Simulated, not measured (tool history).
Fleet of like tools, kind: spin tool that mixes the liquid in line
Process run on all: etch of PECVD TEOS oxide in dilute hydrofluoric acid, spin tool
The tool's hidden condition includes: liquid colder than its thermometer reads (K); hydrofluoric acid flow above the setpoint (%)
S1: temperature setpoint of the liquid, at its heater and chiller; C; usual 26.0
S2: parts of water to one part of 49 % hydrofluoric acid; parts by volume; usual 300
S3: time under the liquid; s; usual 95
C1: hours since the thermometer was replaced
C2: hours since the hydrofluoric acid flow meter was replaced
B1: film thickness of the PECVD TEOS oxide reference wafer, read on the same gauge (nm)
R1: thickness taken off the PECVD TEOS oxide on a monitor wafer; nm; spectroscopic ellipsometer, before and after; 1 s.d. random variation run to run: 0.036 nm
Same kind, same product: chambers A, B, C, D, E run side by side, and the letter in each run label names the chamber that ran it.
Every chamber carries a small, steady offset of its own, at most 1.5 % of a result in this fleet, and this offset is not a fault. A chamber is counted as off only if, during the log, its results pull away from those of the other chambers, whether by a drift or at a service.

run 1A day=0.321 | S1=26.0 S2=300 S3=95 | C1=534.4 C2=340.4 | B1=29.992 | R1=4.9214
run 2B day=0.704 | S1=26.0 S2=300 S3=95 | C1=385.9 C2=71.7 | B1=29.981 | R1=4.8912
run 3E day=0.954 | S1=26.0 S2=300 S3=95 | C1=1791.3 C2=215.5 | B1=30.007 | R1=4.8713
run 4C day=1.279 | S1=26.0 S2=300 S3=95 | C1=843.4 C2=1378.1 | B1=30.026 | R1=4.8346
run 5D day=1.654 | S1=26.0 S2=300 S3=95 | C1=208.0 C2=143.8 | B1=30.027 | R1=4.8678
run 6E day=1.883 | S1=26.0 S2=300 S3=95 | C1=1813.6 C2=237.8 | B1=30.009 | R1=4.8222
run 7D day=2.225 | S1=26.0 S2=160 S3=95 | C1=221.7 C2=157.5 | B1=30.007 | R1=10.5870
run 8C day=2.542 | S1=26.0 S2=160 S3=95 | C1=873.7 C2=1408.4 | B1=30.008 | R1=10.2560
run 9A day=2.842 | S1=26.0 S2=160 S3=95 | C1=594.9 C2=400.9 | B1=29.989 | R1=10.5350
run 10B day=3.121 | S1=26.0 S2=160 S3=95 | C1=443.9 C2=129.7 | B1=29.968 | R1=10.8170
run 11B day=3.458 | S1=26.0 S2=160 S3=95 | C1=452.0 C2=137.8 | B1=30.011 | R1=10.8120
run 12C day=3.846 | S1=26.0 S2=240 S3=55 | C1=905.0 C2=1439.7 | B1=30.042 | R1=3.6431
run 13D day=4.158 | S1=26.0 S2=240 S3=55 | C1=268.1 C2=203.9 | B1=30.003 | R1=3.7496
run 14E day=4.429 | S1=26.0 S2=240 S3=55 | C1=1874.7 C2=298.9 | B1=30.007 | R1=3.7004
run 15A day=4.796 | S1=26.0 S2=240 S3=55 | C1=641.8 C2=447.8 | B1=30.033 | R1=3.7628
run 16C day=5.142 | S1=26.0 S2=240 S3=55 | C1=936.1 C2=1470.8 | B1=29.995 | R1=3.5956
run 17D day=5.433 | S1=26.0 S2=300 S3=95 | C1=298.7 C2=234.5 | B1=29.986 | R1=4.8682
run 18A day=5.621 | S1=26.0 S2=300 S3=95 | C1=661.6 C2=467.6 | B1=29.980 | R1=4.8852
run 19B day=5.950 | S1=26.0 S2=300 S3=95 | C1=511.8 C2=197.6 | B1=29.985 | R1=4.9424
run 20E day=6.146 | S1=26.0 S2=300 S3=95 | C1=1915.9 C2=340.1 | B1=30.022 | R1=4.8988
run 21C day=6.358 | S1=26.0 S2=300 S3=95 | C1=965.3 C2=1500.0 | B1=29.981 | R1=4.6328
run 22B day=6.608 | S1=21.5 S2=300 S3=130 | C1=527.6 C2=213.4 | B1=29.977 | R1=5.7516
run 23A day=6.788 | S1=21.5 S2=300 S3=130 | C1=689.6 C2=495.6 | B1=30.017 | R1=5.7147
run 24D day=7.079 | S1=21.5 S2=300 S3=130 | C1=338.2 C2=274.0 | B1=29.990 | R1=5.6652
-- day=7.267 chamber A: hydrofluoric acid flow meter replaced
run 25E day=7.329 | S1=21.5 S2=300 S3=130 | C1=1944.3 C2=368.5 | B1=29.968 | R1=5.6898
run 26D day=7.638 | S1=21.5 S2=300 S3=130 | C1=351.6 C2=287.4 | B1=29.990 | R1=5.7483
run 27A day=7.838 | S1=26.0 S2=300 S3=95 | C1=714.8 C2=13.8 | B1=29.972 | R1=4.8853
run 28C day=8.217 | S1=26.0 S2=300 S3=95 | C1=1009.9 C2=1544.6 | B1=30.038 | R1=4.5854
run 29E day=8.392 | S1=26.0 S2=300 S3=95 | C1=1969.8 C2=394.0 | B1=30.022 | R1=4.8409
run 30B day=8.729 | S1=26.0 S2=300 S3=95 | C1=578.5 C2=264.3 | B1=30.024 | R1=4.8234
run 31E day=8.921 | S1=26.0 S2=300 S3=95 | C1=1982.5 C2=406.7 | B1=29.963 | R1=4.8721

Next, all 5 chambers run the settings below, one line each with question marks for the results. What does each chamber give?
run 32A day=9.200 | S1=26.0 S2=300 S3=95 | R1=?
run 32B day=9.200 | S1=26.0 S2=300 S3=95 | R1=?
run 32C day=9.200 | S1=26.0 S2=300 S3=95 | R1=?
run 32D day=9.200 | S1=26.0 S2=300 S3=95 | R1=?
run 32E day=9.200 | S1=26.0 S2=300 S3=95 | R1=?

run=32A R1=4.8831
run=32B R1=4.9083
run=32C R1=4.4795
run=32D R1=4.9401
run=32E R1=4.9150
